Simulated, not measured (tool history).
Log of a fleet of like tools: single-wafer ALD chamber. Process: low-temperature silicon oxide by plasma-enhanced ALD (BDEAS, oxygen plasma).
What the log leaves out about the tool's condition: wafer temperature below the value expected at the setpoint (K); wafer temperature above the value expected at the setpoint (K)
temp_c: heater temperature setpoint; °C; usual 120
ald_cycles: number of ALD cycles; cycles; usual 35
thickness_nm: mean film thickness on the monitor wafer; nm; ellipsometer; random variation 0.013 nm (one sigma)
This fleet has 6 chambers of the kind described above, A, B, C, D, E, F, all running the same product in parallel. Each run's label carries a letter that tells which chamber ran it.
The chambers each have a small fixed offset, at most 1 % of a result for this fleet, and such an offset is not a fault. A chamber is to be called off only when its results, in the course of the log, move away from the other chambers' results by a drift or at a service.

run   hour  temp_c  ald_cycles  hours since the last thermocouple change  read-back reference wafer on the same gauge, thickness_nm  thickness_nm
 1A    8.2     120          35                                     956.4                                                     5.7294        4.8216
 2B   18.4     120          35                                     877.3                                                     5.7328        4.8225
 3C   29.1     120          35                                      33.8                                                     5.7294        4.8342
 4D   37.4     120          35                                     352.7                                                     5.7300        4.8120
 5F   46.5     105          32                                     969.1                                                     5.7340        4.5591
 6E   54.9     105          32                                     146.2                                                     5.7284        4.5455
 7D   65.1     105          32                                     380.4                                                     5.7352        4.5445
 8A   74.7     105          32                                    1022.9                                                     5.7292        4.5318
 9C   83.5     105          32                                      88.2                                                     5.7314        4.5666
10E   94.3     105          32                                     185.6                                                     5.7279        4.5541
11B  101.8     134          33                                     960.7                                                     5.7324        4.4166
12F  111.1     134          33                                    1033.7                                                     5.7286        4.4660
13F  120.8     134          33                                    1043.4                                                     5.7322        4.4500
14E  129.4     134          33                                     220.7                                                     5.7281        4.4347
15C  137.6     134          33                                     142.3                                                     5.7297        4.4267
16D  144.7     134          33                                     460.0                                                     5.7270        4.4075
17A  152.1     120          35                                    1100.3                                                     5.7307        4.8153
18B  163.0     120          40                                    1021.9                                                     5.7316        5.5137
19E  169.9     120          40                                     261.2                                                     5.7302        5.5336
20D  177.8     120          40                                     493.1                                                     5.7254        5.4886
21C  188.2     120          40                                     192.9                                                     5.7288        5.5297
     194.6  -- chamber B: thermocouple changed; heater temperature recalibrated
22B  198.9     120          40                                       4.3                                                     5.7288        5.5122
23F  206.7     120          40                                    1129.3                                                     5.7289        5.5656
24A  214.5     120          35                                    1162.7                                                     5.7314        4.8285
25E  224.9     126          35                                     316.2                                                     5.7276        4.7783
26F  235.9     126          35                                    1158.5                                                     5.7271        4.8070
27C  241.3     126          35                                     246.0                                                     5.7256        4.7708
28A  248.3     126          35                                    1196.5                                                     5.7295        4.7915
29B  254.2     126          35                                      59.6                                                     5.7279        4.7488
30D  261.7     126          35                                     577.0                                                     5.7301        4.7256
31B  270.1     120          35                                      75.5                                                     5.7283        4.7993
32E  278.1     120          35                                     369.4                                                     5.7315        4.8497
33C  287.6     120          35                                     292.3                                                     5.7297        4.8253
34F  294.3     120          35                                    1216.9                                                     5.7286        4.8337
35A  299.4     120          35                                    1247.6                                                     5.7285        4.8273
36D  309.2     126          31                                     624.5                                                     5.7291        4.2208
37F  317.1     126          31                                    1239.7                                                     5.7323        4.2694
38C  327.1     126          31                                     331.8                                                     5.7303        4.2224

Predict what each chamber gives when all 6 of them run the settings below next.
39A  335.0     120          35                                                                                                                  ?
39B  335.0     120          35                                                                                                                  ?
39C  335.0     120          35                                                                                                                  ?
39D  335.0     120          35                                                                                                                  ?
39E  335.0     120          35                                                                                                                  ?
39F  335.0     120          35                                                                                                                  ?

run  thickness_nm
39A        4.8143
39B        4.8248
39C        4.8460
39D        4.8288
39E        4.8318
39F        4.8624
